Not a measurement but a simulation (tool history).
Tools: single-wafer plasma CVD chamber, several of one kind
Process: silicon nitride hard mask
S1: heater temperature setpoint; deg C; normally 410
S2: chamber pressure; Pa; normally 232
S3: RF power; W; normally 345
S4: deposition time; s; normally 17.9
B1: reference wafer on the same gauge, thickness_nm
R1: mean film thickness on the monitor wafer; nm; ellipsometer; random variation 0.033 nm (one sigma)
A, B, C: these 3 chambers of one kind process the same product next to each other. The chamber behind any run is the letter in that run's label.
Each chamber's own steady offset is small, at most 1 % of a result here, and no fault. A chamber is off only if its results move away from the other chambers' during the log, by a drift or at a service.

{"run": "1A", "hour": 3.6, "S1": 410, "S2": 232, "S3": 345, "S4": 17.9, "B1": 21.698, "R1": 23.092}
{"run": "2B", "hour": 9.3, "S1": 410, "S2": 232, "S3": 345, "S4": 17.9, "B1": 21.695, "R1": 23.098}
{"run": "3C", "hour": 15.2, "S1": 410, "S2": 232, "S3": 345, "S4": 17.9, "B1": 21.691, "R1": 22.866}
{"run": "4A", "hour": 21.1, "S1": 410, "S2": 232, "S3": 345, "S4": 17.9, "B1": 21.69, "R1": 23.097}
{"run": "5C", "hour": 28.8, "S1": 410, "S2": 232, "S3": 365, "S4": 16.3, "B1": 21.678, "R1": 21.583}
{"run": "6B", "hour": 33.7, "S1": 410, "S2": 232, "S3": 365, "S4": 16.3, "B1": 21.692, "R1": 21.789}
{"run": "7C", "hour": 40.9, "S1": 410, "S2": 232, "S3": 365, "S4": 16.3, "B1": 21.672, "R1": 21.595}
{"run": "8B", "hour": 48.1, "S1": 410, "S2": 232, "S3": 345, "S4": 17.9, "B1": 21.678, "R1": 23.071}
{"run": "9A", "hour": 52.2, "S1": 410, "S2": 232, "S3": 345, "S4": 17.9, "B1": 21.663, "R1": 23.032}
{"run": "10C", "hour": 57.4, "S1": 410, "S2": 232, "S3": 345, "S4": 17.9, "B1": 21.675, "R1": 22.881}
{"run": "11A", "hour": 65.3, "S1": 410, "S2": 232, "S3": 345, "S4": 17.9, "B1": 21.663, "R1": 23.046}
{"run": "12B", "hour": 71.1, "S1": 410, "S2": 232, "S3": 345, "S4": 17.9, "B1": 21.66, "R1": 23.113}
{"run": "13B", "hour": 74.6, "S1": 410, "S2": 232, "S3": 345, "S4": 17.9, "B1": 21.671, "R1": 23.126}
{"run": "14A", "hour": 81.9, "S1": 410, "S2": 232, "S3": 345, "S4": 17.9, "B1": 21.659, "R1": 23.024}
{"run": "15C", "hour": 86.8, "S1": 422, "S2": 232, "S3": 345, "S4": 17.9, "B1": 21.644, "R1": 22.77}
{"run": "16B", "hour": 94.5, "S1": 422, "S2": 232, "S3": 345, "S4": 17.9, "B1": 21.652, "R1": 22.988}
{"run": "17A", "hour": 100.3, "S1": 422, "S2": 232, "S3": 345, "S4": 17.9, "B1": 21.641, "R1": 22.843}
{"run": "18C", "hour": 108.1, "S1": 410, "S2": 232, "S3": 345, "S4": 17.9, "B1": 21.646, "R1": 22.833}
{"run": "19A", "hour": 114.5, "S1": 410, "S2": 232, "S3": 345, "S4": 17.9, "B1": 21.643, "R1": 23.018}
{"run": "20C", "hour": 118.9, "S1": 410, "S2": 232, "S3": 345, "S4": 17.9, "B1": 21.641, "R1": 22.858}
{"run": "21B", "hour": 125.7, "S1": 404, "S2": 271, "S3": 345, "S4": 17.9, "B1": 21.635, "R1": 24.195}
{"run": "22C", "hour": 131.5, "S1": 404, "S2": 271, "S3": 345, "S4": 17.9, "B1": 21.636, "R1": 23.86}
{"run": "23B", "hour": 139.2, "S1": 404, "S2": 271, "S3": 345, "S4": 17.9, "B1": 21.621, "R1": 24.092}
{"run": "24A", "hour": 142.8, "S1": 410, "S2": 232, "S3": 400, "S4": 19.6, "B1": 21.631, "R1": 27.601}
{"run": "25B", "hour": 149.4, "S1": 410, "S2": 232, "S3": 400, "S4": 19.6, "B1": 21.623, "R1": 27.596}
{"run": "26A", "hour": 154.9, "S1": 410, "S2": 232, "S3": 400, "S4": 19.6, "B1": 21.623, "R1": 27.614}
{"hour": 157.4, "done": "chamber A: RF generator calibrated"}
{"run": "27C", "hour": 158.6, "S1": 410, "S2": 232, "S3": 345, "S4": 17.9, "B1": 21.621, "R1": 22.772}
{"run": "28B", "hour": 163.5, "S1": 410, "S2": 209, "S3": 300, "S4": 17.9, "B1": 21.623, "R1": 20.49}
{"run": "29A", "hour": 169.6, "S1": 410, "S2": 209, "S3": 300, "S4": 17.9, "B1": 21.606, "R1": 20.401}
{"run": "30C", "hour": 176.7, "S1": 410, "S2": 209, "S3": 300, "S4": 17.9, "B1": 21.611, "R1": 20.255}
{"run": "31B", "hour": 182.0, "S1": 410, "S2": 232, "S3": 345, "S4": 17.9, "B1": 21.603, "R1": 23.006}
{"run": "32C", "hour": 189.7, "S1": 410, "S2": 232, "S3": 345, "S4": 17.9, "B1": 21.601, "R1": 22.819}
{"run": "33A", "hour": 197.3, "S1": 410, "S2": 232, "S3": 345, "S4": 17.9, "B1": 21.6, "R1": 22.993}
{"run": "34A", "hour": 201.0, "S1": 410, "S2": 232, "S3": 345, "S4": 17.9, "B1": 21.594, "R1": 22.963}
{"run": "35C", "hour": 207.8, "S1": 410, "S2": 232, "S3": 345, "S4": 17.9, "B1": 21.594, "R1": 22.832}
{"run": "36B", "hour": 214.2, "S1": 410, "S2": 232, "S3": 345, "S4": 17.9, "B1": 21.592, "R1": 23.073}
{"run": "37A", "hour": 220.6, "S1": 410, "S2": 232, "S3": 345, "S4": 17.9, "B1": 21.586, "R1": 22.922}
{"run": "38C", "hour": 224.3, "S1": 410, "S2": 232, "S3": 345, "S4": 17.9, "B1": 21.58, "R1": 22.855}
{"run": "39B", "hour": 228.6, "S1": 410, "S2": 232, "S3": 345, "S4": 17.9, "B1": 21.58, "R1": 22.935}
{"run": "40A", "hour": 233.5, "S1": 410, "S2": 232, "S3": 345, "S4": 17.9, "B1": 21.581, "R1": 22.929}
{"run": "41C", "hour": 240.2, "S1": 410, "S2": 232, "S3": 345, "S4": 17.9, "B1": 21.584, "R1": 22.736}

Next, every chamber runs the same settings. What will each give?
{"run": "42A", "hour": 245.8, "S1": 410, "S2": 232, "S3": 345, "S4": 17.9, "R1": "?"}
{"run": "42B", "hour": 245.8, "S1": 410, "S2": 232, "S3": 345, "S4": 17.9, "R1": "?"}
{"run": "42C", "hour": 245.8, "S1": 410, "S2": 232, "S3": 345, "S4": 17.9, "R1": "?"}

run=42A R1=23.004
run=42B R1=22.964
run=42C R1=22.785
